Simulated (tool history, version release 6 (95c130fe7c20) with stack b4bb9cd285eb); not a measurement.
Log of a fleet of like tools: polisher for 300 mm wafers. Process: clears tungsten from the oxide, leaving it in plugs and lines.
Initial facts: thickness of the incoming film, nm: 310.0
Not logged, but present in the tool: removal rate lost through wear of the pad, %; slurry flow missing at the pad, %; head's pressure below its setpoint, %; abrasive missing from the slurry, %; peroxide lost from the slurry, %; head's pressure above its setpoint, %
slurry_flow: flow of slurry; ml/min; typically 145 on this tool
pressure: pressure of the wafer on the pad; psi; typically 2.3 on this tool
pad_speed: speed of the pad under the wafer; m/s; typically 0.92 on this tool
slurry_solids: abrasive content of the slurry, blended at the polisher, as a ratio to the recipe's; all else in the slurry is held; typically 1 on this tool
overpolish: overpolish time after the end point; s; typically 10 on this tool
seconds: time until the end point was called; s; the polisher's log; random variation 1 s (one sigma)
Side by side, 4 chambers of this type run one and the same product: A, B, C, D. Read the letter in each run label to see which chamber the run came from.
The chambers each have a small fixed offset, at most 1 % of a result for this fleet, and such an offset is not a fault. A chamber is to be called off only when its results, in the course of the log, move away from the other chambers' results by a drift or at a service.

run   hour  slurry_flow  pressure  pad_speed  slurry_solids  overpolish  wafers polished on this pad  hours since the slurry nozzle was cleaned  hours since the head pressure was calibrated  hours since the slurry blender was calibrated  hours since the slurry got fresh peroxide  seconds
       4.9  -- chamber A: slurry tank refilled with fresh slurry and peroxide
 1A   10.2          145       2.3       0.92              1          10                         1174                                       63.7                                         262.1                                          122.4                                        5.4   115.69
        11  -- chamber A: worn pad replaced by a new one
      13.1  -- chamber B: slurry tank refilled with fresh slurry and peroxide
 2B   17.4          145       2.3       0.92              1          10                         1027                                      566.8                                         137.2                                          391.8                                        4.3   115.08
        19  -- chamber B: slurry blender recalibrated
      26.5  -- chamber D: slurry nozzle cleaned
 3D   31.5          145       2.3       0.92              1          10                          685                                        5.1                                         243.6                                           43.1                                       67.9   113.97
 4C     42          145       2.3       0.92              1          10                          568                                      455.6                                          85.4                                          291.3                                      103.5   113.94
        45  -- chamber C: slurry tank refilled with fresh slurry and peroxide
 5B   57.9          165       2.3       0.92              1          10                         1327                                      607.3                                         177.7                                             39                                       44.8   111.37
      62.3  -- chamber B: worn pad replaced by a new one
 6D   66.9          165       2.3       0.92              1          10                          948                                       40.5                                           279                                           78.5                                      103.3   112.01
 7C     80          165       2.3       0.92              1          10                          849                                      493.6                                         123.4                                          329.3                                       35.1   112.11
 8A   91.9          165       2.3       0.92              1          10                          600                                      145.4                                         343.8                                          204.1                                       87.1   114.37
 9D  105.6          145       2.3       0.92              1          10                         1234                                       79.2                                         317.7                                          117.2                                        142   116.19
     105.9  -- chamber D: slurry tank refilled with fresh slurry and peroxide
     106.8  -- chamber C: slurry blender recalibrated
     111.3  -- chamber D: worn pad replaced by a new one
10C  119.8          145       2.3       0.92              1          10                         1144                                      533.4                                         163.2                                           13.1                                       74.9   116.37
     129.9  -- chamber B: slurry tank refilled with fresh slurry and peroxide
     130.6  -- chamber A: slurry blender recalibrated
11A  132.6          145       2.3       0.92              1          10                          901                                      186.1                                         384.5                                            2.1                                      127.8   118.59
     134.1  -- chamber D: slurry blender recalibrated
     142.1  -- chamber A: slurry tank refilled with fresh slurry and peroxide
     144.3  -- chamber C: slurry tank refilled with fresh slurry and peroxide
12B  146.5          145       2.3       0.92              1          10                          624                                      695.9                                         266.3                                          127.6                                       16.7   114.37
13C    160          145       2.3       0.92              1          10                         1442                                      573.6                                         203.4                                           53.3                                       15.7   114.74
14B  172.7          145       2.3       0.92              1          10                          818                                      722.1                                         292.5                                          153.8                                       42.9   113.55
15D    186          145       2.3       0.92              1          10                          553                                      159.6                                         398.1                                           51.9                                       80.1   114.85
     191.1  -- chamber A: worn pad replaced by a new one
16A  200.9          145       2.3       0.92              1          10                           72                                      254.4                                         452.8                                           70.4                                       58.8   116.22
     207.1  -- chamber C: slurry nozzle cleaned
17C  216.2          145       2.3       0.92              1          10                         1859                                        9.2                                         259.6                                          109.5                                       71.9   118.68
     219.3  -- chamber B: worn pad replaced by a new one
     229.2  -- chamber D: slurry tank refilled with fresh slurry and peroxide
18B  229.3          145       1.6       0.92              1          10                           74                                      778.7                                         349.1                                          210.4                                       99.5   164.86
19D  243.1          145       1.6       0.92              1          10                          976                                      216.7                                         455.2                                            109                                       13.9   167.07
     246.7  -- chamber C: slurry tank refilled with fresh slurry and peroxide
     248.2  -- chamber D: slurry blender recalibrated
20A  258.1          145       1.6       0.92              1          10                          496                                      311.6                                           510                                          127.6                                        116   167.29
     261.1  -- chamber B: slurry tank refilled with fresh slurry and peroxide
     268.2  -- chamber A: slurry tank refilled with fresh slurry and peroxide
21D  270.3          145       1.6       0.92              1          10                         1178                                      243.9                                         482.4                                           22.1                                       41.1   167.34
22B  283.1          145       2.3       0.92              1          10                          473                                      832.5                                         402.9                                          264.2                                       22.1   114.22
     288.1  -- chamber D: worn pad replaced by a new one
23C  298.4          145       2.3       0.92              1          15                         2468                                       91.4                                         341.8                                          191.7                                       51.8   120.83
     305.2  -- chamber C: head pressure recalibrated
24A  307.6          145       2.3       0.92              1          15                          863                                      361.1                                         559.5                                          177.1                                       39.4   115.66
25D    316          145       2.3       0.92              1          15                          206                                      289.6                                         528.1                                           67.8                                       86.8   113.17
26A    328          145       2.3       0.92              1          15                         1014                                      381.5                                         579.9                                          197.5                                       59.8   117.64
27C  342.9          145       2.3       0.92              1          10                         2797                                      135.9                                          37.8                                          236.2                                       96.3   118.23
       343  -- chamber A: head pressure recalibrated
     346.3  -- chamber C: slurry tank refilled with fresh slurry and peroxide
28B  350.9          145       2.3       0.92              1          10                          975                                      900.3                                         470.7                                            332                                       89.9   115.26
     351.3  -- chamber B: slurry nozzle cleaned
     356.2  -- chamber D: slurry tank refilled with fresh slurry and peroxide
     359.4  -- chamber A: worn pad replaced by a new one
     360.8  -- chamber B: slurry blender recalibrated
29D  364.1          145       2.3       0.92              1          10                          563                                      337.7                                         576.2                                          115.9                                          8    114.3
       369  -- chamber D: slurry blender recalibrated
     373.6  -- chamber A: slurry blender recalibrated
30C  377.5          145       2.3       0.92              1          10                         3054                                      170.5                                          72.4                                          270.8                                       31.3   121.13
     387.3  -- chamber B: slurry tank refilled with fresh slurry and peroxide
31B  391.9          145       2.3       0.92              1          10                         1279                                       40.6                                         511.7                                           31.1                                        4.6   113.11
     403.2  -- chamber B: worn pad replaced by a new one
32A  407.2          145       2.3        0.7              1           7                          354                                      460.7                                          64.2                                           33.6                                        139   152.39
     415.6  -- chamber A: slurry tank refilled with fresh slurry and peroxide
33B    422          145       2.3        0.7              1           7                          139                                       70.7                                         541.8                                           61.2                                       34.7    152.9
34A    430          145       2.3        0.7              1           7                          523                                      483.5                                            87                                           56.4                                       14.5    153.8
35C    442          145       2.3        0.7              1           7                         3532                                        235                                         136.9                                          335.3                                       95.8    157.9
     456.1  -- chamber C: slurry tank refilled with fresh slurry and peroxide
36D  456.7          145       2.3       0.92              1          10                         1249                                      430.3                                         668.8                                           87.8                                      100.6   117.08
37D  471.2          145       2.3       0.92              1          10                         1356                                      444.8                                         683.3                                          102.3                                      115.1   114.26
     478.2  -- chamber D: slurry blender recalibrated
38A    482          145       2.3       0.92              1          10                          908                                      535.5                                           139                                          108.4                                       66.5   115.74
     494.1  -- chamber D: worn pad replaced by a new one
39B  494.8          145       2.3       0.92              1          10                          678                                      143.5                                         614.6                                            134                                      107.5   114.08
       497  -- chamber D: slurry tank refilled with fresh slurry and peroxide
     504.7  -- chamber C: slurry blender recalibrated
40C  507.1          145       2.3       0.92              1          10                         4014                                      300.1                                           202                                            2.4                                       51.1   124.56
41C  516.7          145       2.3       0.92              1          10                         4085                                      309.7                                         211.6                                             12                                       60.7   125.64
       527  -- chamber A: worn pad replaced by a new one
42A  528.5          145       2.3       0.92              1          10                           11                                        582                                         185.5                                          154.9                                        113   117.32
43D  544.2          145       2.3       0.92              1          10                          371                                      517.8                                         756.3                                           66.1                                       47.2   114.83

Predict what each chamber gives when all 4 of them run the settings below next.
44A  555.7          185       2.3       0.92              1          10                                                                                                                                                                                                                        ?
44B  555.7          185       2.3       0.92              1          10                                                                                                                                                                                                                        ?
44C  555.7          185       2.3       0.92              1          10                                                                                                                                                                                                                        ?
44D  555.7          185       2.3       0.92              1          10                                                                                                                                                                                                                        ?

run  seconds
44A   111.65
44B   111.47
44C   120.78
44D   111.66

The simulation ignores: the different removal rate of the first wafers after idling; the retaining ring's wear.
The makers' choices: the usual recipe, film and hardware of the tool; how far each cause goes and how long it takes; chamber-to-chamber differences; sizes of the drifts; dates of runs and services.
